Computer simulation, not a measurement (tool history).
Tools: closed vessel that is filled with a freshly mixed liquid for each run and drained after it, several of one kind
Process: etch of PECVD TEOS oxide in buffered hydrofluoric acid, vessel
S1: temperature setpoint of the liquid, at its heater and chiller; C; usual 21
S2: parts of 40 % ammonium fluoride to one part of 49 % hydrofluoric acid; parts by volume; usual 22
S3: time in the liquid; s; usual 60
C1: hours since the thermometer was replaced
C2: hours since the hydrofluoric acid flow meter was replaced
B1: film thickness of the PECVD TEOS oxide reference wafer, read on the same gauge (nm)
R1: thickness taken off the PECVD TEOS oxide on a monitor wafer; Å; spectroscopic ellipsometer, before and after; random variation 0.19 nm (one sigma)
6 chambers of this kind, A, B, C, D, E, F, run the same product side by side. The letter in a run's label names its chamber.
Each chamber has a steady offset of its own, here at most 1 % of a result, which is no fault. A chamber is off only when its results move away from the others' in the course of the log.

{"run": "1F", "hour": 12.7, "S1": 21, "S2": 22, "S3": 60, "C1": 109.3, "C2": 890.4, "B1": 149.99, "R1": 299.86}
{"run": "2B", "hour": 21.7, "S1": 21, "S2": 22, "S3": 60, "C1": 1133, "C2": 739.8, "B1": 149.97, "R1": 301.45}
{"hour": 31.9, "done": "chamber C: hydrofluoric acid flow meter replaced"}
{"run": "3D", "hour": 35.5, "S1": 21, "S2": 22, "S3": 60, "C1": 618.1, "C2": 119.6, "B1": 149.97, "R1": 301.82}
{"run": "4C", "hour": 45.6, "S1": 21, "S2": 22, "S3": 60, "C1": 1792, "C2": 13.8, "B1": 149.98, "R1": 297.31}
{"hour": 56.2, "done": "chamber A: hydrofluoric acid flow meter replaced"}
{"run": "5A", "hour": 58.4, "S1": 21, "S2": 22, "S3": 60, "C1": 184.6, "C2": 2.3, "B1": 149.93, "R1": 298.47}
{"run": "6E", "hour": 65.6, "S1": 21, "S2": 22, "S3": 60, "C1": 108.4, "C2": 825.1, "B1": 150.03, "R1": 299.35}
{"hour": 71.3, "done": "chamber B: thermometer replaced"}
{"run": "7D", "hour": 77.6, "S1": 21, "S2": 22, "S3": 60, "C1": 660.2, "C2": 161.7, "B1": 150.03, "R1": 299.74}
{"run": "8A", "hour": 86.9, "S1": 21, "S2": 22, "S3": 60, "C1": 213.1, "C2": 30.8, "B1": 150.02, "R1": 302.11}
{"run": "9F", "hour": 95.2, "S1": 17.5, "S2": 26, "S3": 60, "C1": 191.8, "C2": 972.9, "B1": 150, "R1": 219.82}
{"run": "10E", "hour": 104.7, "S1": 17.5, "S2": 26, "S3": 60, "C1": 147.5, "C2": 864.2, "B1": 149.99, "R1": 216.78}
{"run": "11B", "hour": 113.9, "S1": 17.5, "S2": 26, "S3": 60, "C1": 42.6, "C2": 832, "B1": 150.03, "R1": 218.4}
{"hour": 117.7, "done": "chamber B: hydrofluoric acid flow meter replaced"}
{"run": "12C", "hour": 125.4, "S1": 17.5, "S2": 26, "S3": 60, "C1": 1871.8, "C2": 93.6, "B1": 149.99, "R1": 219.33}
{"run": "13A", "hour": 132.8, "S1": 17.5, "S2": 26, "S3": 60, "C1": 259, "C2": 76.7, "B1": 150.04, "R1": 219.31}
{"run": "14C", "hour": 142.3, "S1": 17.5, "S2": 26, "S3": 60, "C1": 1888.7, "C2": 110.5, "B1": 150.02, "R1": 216.48}
{"run": "15F", "hour": 154.7, "S1": 19, "S2": 16, "S3": 60, "C1": 251.3, "C2": 1032.4, "B1": 149.98, "R1": 358.12}
{"run": "16D", "hour": 164.4, "S1": 19, "S2": 16, "S3": 60, "C1": 747, "C2": 248.5, "B1": 150.04, "R1": 357.78}
{"run": "17B", "hour": 174.9, "S1": 19, "S2": 16, "S3": 60, "C1": 103.6, "C2": 57.3, "B1": 150.02, "R1": 357.44}
{"run": "18E", "hour": 185.0, "S1": 19, "S2": 16, "S3": 60, "C1": 227.8, "C2": 944.5, "B1": 150, "R1": 360.84}
{"run": "19B", "hour": 197.3, "S1": 19, "S2": 16, "S3": 60, "C1": 126, "C2": 79.7, "B1": 149.98, "R1": 356.9}
{"run": "20C", "hour": 205.4, "S1": 19, "S2": 16, "S3": 60, "C1": 1951.8, "C2": 173.6, "B1": 149.95, "R1": 359.48}
{"run": "21E", "hour": 215.0, "S1": 23.5, "S2": 22, "S3": 45, "C1": 257.8, "C2": 974.5, "B1": 149.99, "R1": 259.74}
{"run": "22D", "hour": 224.7, "S1": 23.5, "S2": 22, "S3": 45, "C1": 807.3, "C2": 308.8, "B1": 150.04, "R1": 263.16}
{"run": "23A", "hour": 235.2, "S1": 23.5, "S2": 22, "S3": 45, "C1": 361.4, "C2": 179.1, "B1": 150.02, "R1": 263.41}
{"run": "24F", "hour": 246.9, "S1": 23.5, "S2": 22, "S3": 45, "C1": 343.5, "C2": 1124.6, "B1": 150.02, "R1": 260.07}
{"run": "25D", "hour": 254.6, "S1": 23.5, "S2": 22, "S3": 45, "C1": 837.2, "C2": 338.7, "B1": 149.97, "R1": 261.64}
{"run": "26E", "hour": 264.2, "S1": 23.5, "S2": 22, "S3": 45, "C1": 307, "C2": 1023.7, "B1": 150.06, "R1": 255.47}
{"run": "27B", "hour": 272.0, "S1": 21, "S2": 22, "S3": 60, "C1": 200.7, "C2": 154.4, "B1": 149.94, "R1": 300.34}
{"run": "28A", "hour": 280.1, "S1": 21, "S2": 22, "S3": 60, "C1": 406.3, "C2": 224, "B1": 150.01, "R1": 301.57}
{"run": "29C", "hour": 293.9, "S1": 21, "S2": 22, "S3": 60, "C1": 2040.3, "C2": 262.1, "B1": 150.01, "R1": 306.15}
{"run": "30F", "hour": 305.6, "S1": 21, "S2": 22, "S3": 60, "C1": 402.2, "C2": 1183.3, "B1": 150, "R1": 302.35}
{"run": "31E", "hour": 313.2, "S1": 21, "S2": 22, "S3": 60, "C1": 356, "C2": 1072.7, "B1": 149.99, "R1": 296.1}
{"run": "32C", "hour": 321.5, "S1": 21, "S2": 22, "S3": 60, "C1": 2067.9, "C2": 289.7, "B1": 150.04, "R1": 308.14}
{"run": "33A", "hour": 329.1, "S1": 21, "S2": 22, "S3": 60, "C1": 455.3, "C2": 273, "B1": 150.05, "R1": 301.85}
{"run": "34D", "hour": 342.5, "S1": 21, "S2": 22, "S3": 60, "C1": 925.1, "C2": 426.6, "B1": 149.97, "R1": 301.94}
{"run": "35B", "hour": 355.1, "S1": 21, "S2": 22, "S3": 60, "C1": 283.8, "C2": 237.5, "B1": 149.98, "R1": 298.65}
{"run": "36F", "hour": 369.0, "S1": 21, "S2": 22, "S3": 85, "C1": 465.6, "C2": 1246.7, "B1": 149.96, "R1": 425.87}
{"run": "37F", "hour": 375.9, "S1": 21, "S2": 22, "S3": 85, "C1": 472.5, "C2": 1253.6, "B1": 150, "R1": 425.56}
{"run": "38C", "hour": 384.9, "S1": 21, "S2": 22, "S3": 85, "C1": 2131.3, "C2": 353.1, "B1": 150.01, "R1": 435.48}
{"run": "39E", "hour": 399.1, "S1": 21, "S2": 22, "S3": 85, "C1": 441.9, "C2": 1158.6, "B1": 149.98, "R1": 423.19}
{"run": "40A", "hour": 406.8, "S1": 21, "S2": 22, "S3": 85, "C1": 533, "C2": 350.7, "B1": 150.02, "R1": 426.11}
{"run": "41D", "hour": 415.5, "S1": 21, "S2": 22, "S3": 85, "C1": 998.1, "C2": 499.6, "B1": 150, "R1": 423.68}

All 6 chambers run these settings next. Forecast each chamber's results:
{"run": "42A", "hour": 426.3, "S1": 21, "S2": 22, "S3": 90, "R1": "?"}
{"run": "42B", "hour": 426.3, "S1": 21, "S2": 22, "S3": 90, "R1": "?"}
{"run": "42C", "hour": 426.3, "S1": 21, "S2": 22, "S3": 90, "R1": "?"}
{"run": "42D", "hour": 426.3, "S1": 21, "S2": 22, "S3": 90, "R1": "?"}
{"run": "42E", "hour": 426.3, "S1": 21, "S2": 22, "S3": 90, "R1": "?"}
{"run": "42F", "hour": 426.3, "S1": 21, "S2": 22, "S3": 90, "R1": "?"}

run=42A R1=445.69
run=42B R1=450.97
run=42C R1=469.08
run=42D R1=449.21
run=42E R1=450.91
run=42F R1=453.23

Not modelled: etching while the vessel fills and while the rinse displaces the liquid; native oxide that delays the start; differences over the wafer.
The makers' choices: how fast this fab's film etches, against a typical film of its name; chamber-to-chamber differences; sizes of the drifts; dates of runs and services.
